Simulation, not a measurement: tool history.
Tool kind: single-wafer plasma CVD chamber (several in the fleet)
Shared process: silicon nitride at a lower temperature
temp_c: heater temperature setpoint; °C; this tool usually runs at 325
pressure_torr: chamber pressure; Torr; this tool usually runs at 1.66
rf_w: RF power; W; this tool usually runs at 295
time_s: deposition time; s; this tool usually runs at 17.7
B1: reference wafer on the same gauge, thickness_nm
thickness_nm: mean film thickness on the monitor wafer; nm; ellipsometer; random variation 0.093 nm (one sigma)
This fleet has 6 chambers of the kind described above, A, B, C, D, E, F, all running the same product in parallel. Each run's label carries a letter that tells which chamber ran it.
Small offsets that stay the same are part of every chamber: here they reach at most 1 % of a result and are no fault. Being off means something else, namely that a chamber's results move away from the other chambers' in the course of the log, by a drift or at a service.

run 1B hour=16.2 | temp_c=325 pressure_torr=1.66 rf_w=295 time_s=17.7 | B1=18.799 | thickness_nm=20.772
run 2C hour=32.4 | temp_c=325 pressure_torr=1.66 rf_w=295 time_s=17.7 | B1=18.785 | thickness_nm=21.083
run 3E hour=47.2 | temp_c=325 pressure_torr=1.66 rf_w=295 time_s=17.7 | B1=18.793 | thickness_nm=21.016
run 4A hour=57.7 | temp_c=325 pressure_torr=1.66 rf_w=295 time_s=17.7 | B1=18.820 | thickness_nm=20.872
run 5D hour=67.5 | temp_c=325 pressure_torr=1.66 rf_w=295 time_s=17.7 | B1=18.772 | thickness_nm=21.075
run 6F hour=83.5 | temp_c=325 pressure_torr=1.66 rf_w=295 time_s=17.7 | B1=18.807 | thickness_nm=21.129
-- hour=88.6 chamber E: thermocouple changed; heater temperature recalibrated
run 7E hour=97.2 | temp_c=325 pressure_torr=1.66 rf_w=295 time_s=17.7 | B1=18.818 | thickness_nm=20.843
-- hour=100.9 chamber A: RF generator calibrated
run 8A hour=113.7 | temp_c=325 pressure_torr=1.66 rf_w=295 time_s=17.7 | B1=18.786 | thickness_nm=21.045
-- hour=127.8 chamber B: thermocouple changed; heater temperature recalibrated
run 9B hour=129.9 | temp_c=325 pressure_torr=2.00 rf_w=295 time_s=15.3 | B1=18.801 | thickness_nm=19.183
run 10C hour=140.4 | temp_c=325 pressure_torr=2.00 rf_w=295 time_s=15.3 | B1=18.807 | thickness_nm=19.206
run 11D hour=151.7 | temp_c=325 pressure_torr=2.00 rf_w=295 time_s=15.3 | B1=18.769 | thickness_nm=19.212
run 12F hour=161.6 | temp_c=325 pressure_torr=2.00 rf_w=295 time_s=15.3 | B1=18.820 | thickness_nm=19.222
run 13C hour=170.0 | temp_c=325 pressure_torr=2.00 rf_w=295 time_s=15.3 | B1=18.800 | thickness_nm=19.178
run 14F hour=177.5 | temp_c=325 pressure_torr=2.00 rf_w=295 time_s=15.3 | B1=18.791 | thickness_nm=19.229
run 15B hour=189.3 | temp_c=325 pressure_torr=1.66 rf_w=295 time_s=17.7 | B1=18.809 | thickness_nm=20.900
-- hour=191.5 chamber F: RF generator calibrated
run 16E hour=205.5 | temp_c=325 pressure_torr=1.66 rf_w=295 time_s=17.7 | B1=18.796 | thickness_nm=20.803
run 17D hour=214.2 | temp_c=325 pressure_torr=1.88 rf_w=255 time_s=17.7 | B1=18.782 | thickness_nm=19.740
run 18A hour=224.8 | temp_c=325 pressure_torr=1.88 rf_w=255 time_s=17.7 | B1=18.780 | thickness_nm=19.668
run 19E hour=236.8 | temp_c=325 pressure_torr=1.88 rf_w=255 time_s=17.7 | B1=18.810 | thickness_nm=19.552
run 20A hour=249.7 | temp_c=325 pressure_torr=1.88 rf_w=255 time_s=17.7 | B1=18.800 | thickness_nm=19.784
run 21F hour=262.9 | temp_c=325 pressure_torr=1.88 rf_w=255 time_s=17.7 | B1=18.815 | thickness_nm=19.812
-- hour=269.6 chamber C: capacitance manometer re-zeroed and calibrated
run 22C hour=273.6 | temp_c=325 pressure_torr=1.88 rf_w=255 time_s=17.7 | B1=18.791 | thickness_nm=19.656
run 23D hour=290.0 | temp_c=325 pressure_torr=1.66 rf_w=295 time_s=17.7 | B1=18.805 | thickness_nm=21.017
run 24B hour=302.8 | temp_c=325 pressure_torr=1.66 rf_w=295 time_s=17.7 | B1=18.791 | thickness_nm=20.720
run 25C hour=314.3 | temp_c=325 pressure_torr=1.66 rf_w=295 time_s=17.7 | B1=18.803 | thickness_nm=21.071
run 26A hour=327.7 | temp_c=325 pressure_torr=1.66 rf_w=295 time_s=17.7 | B1=18.823 | thickness_nm=20.927
run 27F hour=338.9 | temp_c=325 pressure_torr=1.66 rf_w=295 time_s=17.7 | B1=18.792 | thickness_nm=21.194
run 28E hour=350.2 | temp_c=325 pressure_torr=1.66 rf_w=295 time_s=17.7 | B1=18.813 | thickness_nm=20.979
run 29B hour=361.7 | temp_c=311 pressure_torr=1.66 rf_w=340 time_s=17.7 | B1=18.818 | thickness_nm=22.962
run 30D hour=369.7 | temp_c=311 pressure_torr=1.66 rf_w=340 time_s=17.7 | B1=18.799 | thickness_nm=23.094
run 31C hour=377.6 | temp_c=311 pressure_torr=1.66 rf_w=340 time_s=17.7 | B1=18.828 | thickness_nm=23.318
run 32D hour=387.1 | temp_c=311 pressure_torr=1.66 rf_w=340 time_s=17.7 | B1=18.800 | thickness_nm=23.272
-- hour=401.0 chamber D: RF generator calibrated
run 33B hour=402.3 | temp_c=311 pressure_torr=1.66 rf_w=340 time_s=17.7 | B1=18.790 | thickness_nm=23.041
run 34F hour=418.0 | temp_c=311 pressure_torr=1.66 rf_w=340 time_s=17.7 | B1=18.818 | thickness_nm=23.267
run 35A hour=430.6 | temp_c=325 pressure_torr=1.66 rf_w=295 time_s=17.7 | B1=18.795 | thickness_nm=21.003
run 36E hour=445.1 | temp_c=325 pressure_torr=1.66 rf_w=295 time_s=17.7 | B1=18.794 | thickness_nm=20.993
run 37C hour=452.5 | temp_c=325 pressure_torr=1.66 rf_w=295 time_s=17.7 | B1=18.782 | thickness_nm=21.083
run 38B hour=464.7 | temp_c=325 pressure_torr=1.66 rf_w=295 time_s=17.7 | B1=18.795 | thickness_nm=20.736
run 39A hour=475.0 | temp_c=325 pressure_torr=1.66 rf_w=295 time_s=17.7 | B1=18.813 | thickness_nm=20.971
run 40E hour=488.7 | temp_c=325 pressure_torr=1.66 rf_w=295 time_s=17.7 | B1=18.805 | thickness_nm=20.997
run 41D hour=503.3 | temp_c=325 pressure_torr=1.66 rf_w=295 time_s=17.7 | B1=18.798 | thickness_nm=21.144
run 42F hour=511.2 | temp_c=325 pressure_torr=1.66 rf_w=295 time_s=17.7 | B1=18.796 | thickness_nm=21.117
run 43D hour=519.0 | temp_c=325 pressure_torr=1.66 rf_w=320 time_s=17.7 | B1=18.802 | thickness_nm=22.261
-- hour=524.1 chamber E: RF generator calibrated
run 44E hour=528.2 | temp_c=325 pressure_torr=1.66 rf_w=320 time_s=17.7 | B1=18.792 | thickness_nm=22.065

Next, all 6 chambers run the settings below, one line each with question marks for the results. What does each chamber give?
run 45A hour=540.0 | temp_c=331 pressure_torr=1.66 rf_w=295 time_s=17.7 | thickness_nm=?
run 45B hour=540.0 | temp_c=331 pressure_torr=1.66 rf_w=295 time_s=17.7 | thickness_nm=?
run 45C hour=540.0 | temp_c=331 pressure_torr=1.66 rf_w=295 time_s=17.7 | thickness_nm=?
run 45D hour=540.0 | temp_c=331 pressure_torr=1.66 rf_w=295 time_s=17.7 | thickness_nm=?
run 45E hour=540.0 | temp_c=331 pressure_torr=1.66 rf_w=295 time_s=17.7 | thickness_nm=?
run 45F hour=540.0 | temp_c=331 pressure_torr=1.66 rf_w=295 time_s=17.7 | thickness_nm=?

run=45A thickness_nm=20.954
run=45B thickness_nm=20.736
run=45C thickness_nm=21.054
run=45D thickness_nm=20.824
run=45E thickness_nm=20.966
run=45F thickness_nm=21.036
